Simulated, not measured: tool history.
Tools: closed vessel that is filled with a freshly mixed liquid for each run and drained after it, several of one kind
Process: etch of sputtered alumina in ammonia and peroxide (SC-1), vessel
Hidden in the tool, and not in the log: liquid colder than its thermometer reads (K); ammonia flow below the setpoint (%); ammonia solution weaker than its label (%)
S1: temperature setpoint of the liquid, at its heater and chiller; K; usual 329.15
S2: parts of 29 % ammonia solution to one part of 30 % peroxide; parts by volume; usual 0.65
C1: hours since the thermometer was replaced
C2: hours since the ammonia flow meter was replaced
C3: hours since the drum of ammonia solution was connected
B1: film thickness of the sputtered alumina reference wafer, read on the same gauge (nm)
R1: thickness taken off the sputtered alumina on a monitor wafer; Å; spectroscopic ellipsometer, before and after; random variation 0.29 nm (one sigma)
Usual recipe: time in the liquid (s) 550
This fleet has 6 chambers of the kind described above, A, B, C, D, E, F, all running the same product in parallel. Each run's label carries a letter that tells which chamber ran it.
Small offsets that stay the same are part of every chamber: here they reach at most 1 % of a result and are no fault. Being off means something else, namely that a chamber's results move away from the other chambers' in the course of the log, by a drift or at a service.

run 1F hour=5.5 | S1=329.15 S2=0.65 time_in_the_liquid_(s)=550 | C1=411.6 C2=2085.1 C3=195.9 | B1=150.01 | R1=569.33
run 2E hour=8.6 | S1=329.15 S2=0.65 time_in_the_liquid_(s)=550 | C1=831.7 C2=596.4 C3=129.7 | B1=150.01 | R1=562.51
run 3B hour=13.6 | S1=329.15 S2=0.65 time_in_the_liquid_(s)=550 | C1=93.2 C2=842.2 C3=401.6 | B1=150.02 | R1=574.04
run 4A hour=19.2 | S1=329.15 S2=0.65 time_in_the_liquid_(s)=550 | C1=1379.2 C2=796.1 C3=63.7 | B1=150.00 | R1=563.79
run 5D hour=22.2 | S1=329.15 S2=0.65 time_in_the_liquid_(s)=550 | C1=1494.5 C2=236.5 C3=688.9 | B1=150.00 | R1=569.30
run 6C hour=26.7 | S1=329.15 S2=0.65 time_in_the_liquid_(s)=550 | C1=1071.3 C2=1248.7 C3=798.1 | B1=150.02 | R1=566.85
run 7C hour=30.1 | S1=329.15 S2=0.65 time_in_the_liquid_(s)=550 | C1=1074.7 C2=1252.1 C3=801.5 | B1=150.01 | R1=564.98
run 8F hour=33.6 | S1=329.15 S2=0.65 time_in_the_liquid_(s)=550 | C1=439.7 C2=2113.2 C3=224.0 | B1=150.00 | R1=573.07
-- hour=37.4 chamber C: new drum of ammonia solution connected
run 9D hour=38.9 | S1=329.15 S2=0.65 time_in_the_liquid_(s)=550 | C1=1511.2 C2=253.2 C3=705.6 | B1=150.01 | R1=569.85
run 10E hour=41.7 | S1=329.15 S2=0.65 time_in_the_liquid_(s)=550 | C1=864.8 C2=629.5 C3=162.8 | B1=150.01 | R1=564.13
run 11B hour=45.7 | S1=329.15 S2=0.65 time_in_the_liquid_(s)=550 | C1=125.3 C2=874.3 C3=433.7 | B1=150.00 | R1=565.48
run 12A hour=51.1 | S1=329.15 S2=0.65 time_in_the_liquid_(s)=550 | C1=1411.1 C2=828.0 C3=95.6 | B1=150.00 | R1=565.65
run 13E hour=56.5 | S1=329.15 S2=0.65 time_in_the_liquid_(s)=550 | C1=879.6 C2=644.3 C3=177.6 | B1=149.98 | R1=562.85
run 14A hour=61.0 | S1=329.15 S2=0.65 time_in_the_liquid_(s)=550 | C1=1421.0 C2=837.9 C3=105.5 | B1=150.03 | R1=569.26
-- hour=64.3 chamber E: thermometer replaced
run 15D hour=66.0 | S1=329.15 S2=0.65 time_in_the_liquid_(s)=550 | C1=1538.3 C2=280.3 C3=732.7 | B1=149.98 | R1=579.82
run 16B hour=71.0 | S1=329.15 S2=0.65 time_in_the_liquid_(s)=550 | C1=150.6 C2=899.6 C3=459.0 | B1=150.01 | R1=574.22
-- hour=72.9 chamber B: new drum of ammonia solution connected
run 17F hour=74.6 | S1=329.15 S2=0.65 time_in_the_liquid_(s)=550 | C1=480.7 C2=2154.2 C3=265.0 | B1=149.99 | R1=572.55
run 18C hour=78.3 | S1=329.15 S2=0.65 time_in_the_liquid_(s)=550 | C1=1122.9 C2=1300.3 C3=41.0 | B1=150.02 | R1=561.84
run 19F hour=82.8 | S1=329.15 S2=0.65 time_in_the_liquid_(s)=550 | C1=488.9 C2=2162.4 C3=273.2 | B1=150.02 | R1=577.12
run 20D hour=88.1 | S1=329.15 S2=0.65 time_in_the_liquid_(s)=550 | C1=1560.4 C2=302.4 C3=754.8 | B1=149.99 | R1=571.78
run 21E hour=93.2 | S1=329.15 S2=0.65 time_in_the_liquid_(s)=550 | C1=28.9 C2=681.0 C3=214.3 | B1=149.99 | R1=566.10
run 22A hour=97.9 | S1=329.15 S2=0.65 time_in_the_liquid_(s)=550 | C1=1457.9 C2=874.8 C3=142.4 | B1=150.01 | R1=569.41
run 23B hour=100.5 | S1=329.15 S2=0.65 time_in_the_liquid_(s)=550 | C1=180.1 C2=929.1 C3=27.6 | B1=149.98 | R1=576.20
-- hour=103.4 chamber A: thermometer replaced
run 24C hour=105.9 | S1=329.15 S2=0.65 time_in_the_liquid_(s)=550 | C1=1150.5 C2=1327.9 C3=68.6 | B1=150.00 | R1=552.76
run 25E hour=108.6 | S1=329.15 S2=0.65 time_in_the_liquid_(s)=550 | C1=44.3 C2=696.4 C3=229.7 | B1=149.99 | R1=571.78
run 26F hour=112.8 | S1=329.15 S2=0.65 time_in_the_liquid_(s)=550 | C1=518.9 C2=2192.4 C3=303.2 | B1=150.03 | R1=568.87
-- hour=114.9 chamber C: ammonia flow meter replaced
run 27C hour=117.7 | S1=329.15 S2=0.65 time_in_the_liquid_(s)=550 | C1=1162.3 C2=2.9 C3=80.4 | B1=149.98 | R1=550.36
run 28D hour=122.2 | S1=329.15 S2=0.65 time_in_the_liquid_(s)=550 | C1=1594.5 C2=336.5 C3=788.9 | B1=149.98 | R1=571.33
run 29B hour=126.9 | S1=329.15 S2=0.65 time_in_the_liquid_(s)=550 | C1=206.5 C2=955.5 C3=54.0 | B1=150.00 | R1=570.07
run 30A hour=130.2 | S1=329.15 S2=0.65 time_in_the_liquid_(s)=550 | C1=26.9 C2=907.1 C3=174.7 | B1=150.00 | R1=568.85
run 31C hour=133.1 | S1=329.15 S2=0.65 time_in_the_liquid_(s)=550 | C1=1177.7 C2=18.3 C3=95.8 | B1=149.99 | R1=547.82
run 32E hour=138.3 | S1=334.65 S2=0.65 time_in_the_liquid_(s)=550 | C1=74.0 C2=726.1 C3=259.4 | B1=150.00 | R1=758.34
run 33A hour=143.7 | S1=334.65 S2=0.65 time_in_the_liquid_(s)=550 | C1=40.4 C2=920.6 C3=188.2 | B1=150.00 | R1=755.07
run 34B hour=149.2 | S1=334.65 S2=0.65 time_in_the_liquid_(s)=550 | C1=228.8 C2=977.8 C3=76.3 | B1=149.99 | R1=766.35
run 35D hour=152.4 | S1=334.65 S2=0.65 time_in_the_liquid_(s)=550 | C1=1624.7 C2=366.7 C3=819.1 | B1=149.98 | R1=762.73
run 36F hour=157.1 | S1=334.65 S2=0.65 time_in_the_liquid_(s)=550 | C1=563.2 C2=2236.7 C3=347.5 | B1=149.98 | R1=764.16
run 37B hour=160.6 | S1=334.65 S2=0.65 time_in_the_liquid_(s)=550 | C1=240.2 C2=989.2 C3=87.7 | B1=150.00 | R1=766.12
run 38D hour=165.2 | S1=329.15 S2=0.65 time_in_the_liquid_(s)=550 | C1=1637.5 C2=379.5 C3=831.9 | B1=149.97 | R1=572.52
run 39F hour=168.0 | S1=329.15 S2=0.65 time_in_the_liquid_(s)=550 | C1=574.1 C2=2247.6 C3=358.4 | B1=150.02 | R1=573.02
run 40E hour=171.9 | S1=329.15 S2=0.65 time_in_the_liquid_(s)=550 | C1=107.6 C2=759.7 C3=293.0 | B1=150.01 | R1=562.73
run 41C hour=175.4 | S1=329.15 S2=0.65 time_in_the_liquid_(s)=255 | C1=1220.0 C2=60.6 C3=138.1 | B1=150.01 | R1=249.22
run 42A hour=180.9 | S1=329.15 S2=0.65 time_in_the_liquid_(s)=255 | C1=77.6 C2=957.8 C3=225.4 | B1=150.00 | R1=260.90
run 43C hour=184.6 | S1=329.15 S2=0.65 time_in_the_liquid_(s)=255 | C1=1229.2 C2=69.8 C3=147.3 | B1=149.99 | R1=245.03

Next, all 6 chambers run the settings below, one line each with question marks for the results. What does each chamber give?
run 44A hour=188.6 | S1=329.15 S2=0.65 time_in_the_liquid_(s)=550 | R1=?
run 44B hour=188.6 | S1=329.15 S2=0.65 time_in_the_liquid_(s)=550 | R1=?
run 44C hour=188.6 | S1=329.15 S2=0.65 time_in_the_liquid_(s)=550 | R1=?
run 44D hour=188.6 | S1=329.15 S2=0.65 time_in_the_liquid_(s)=550 | R1=?
run 44E hour=188.6 | S1=329.15 S2=0.65 time_in_the_liquid_(s)=550 | R1=?
run 44F hour=188.6 | S1=329.15 S2=0.65 time_in_the_liquid_(s)=550 | R1=?

run=44A R1=568.34
run=44B R1=577.03
run=44C R1=533.94
run=44D R1=578.35
run=44E R1=570.36
run=44F R1=570.11
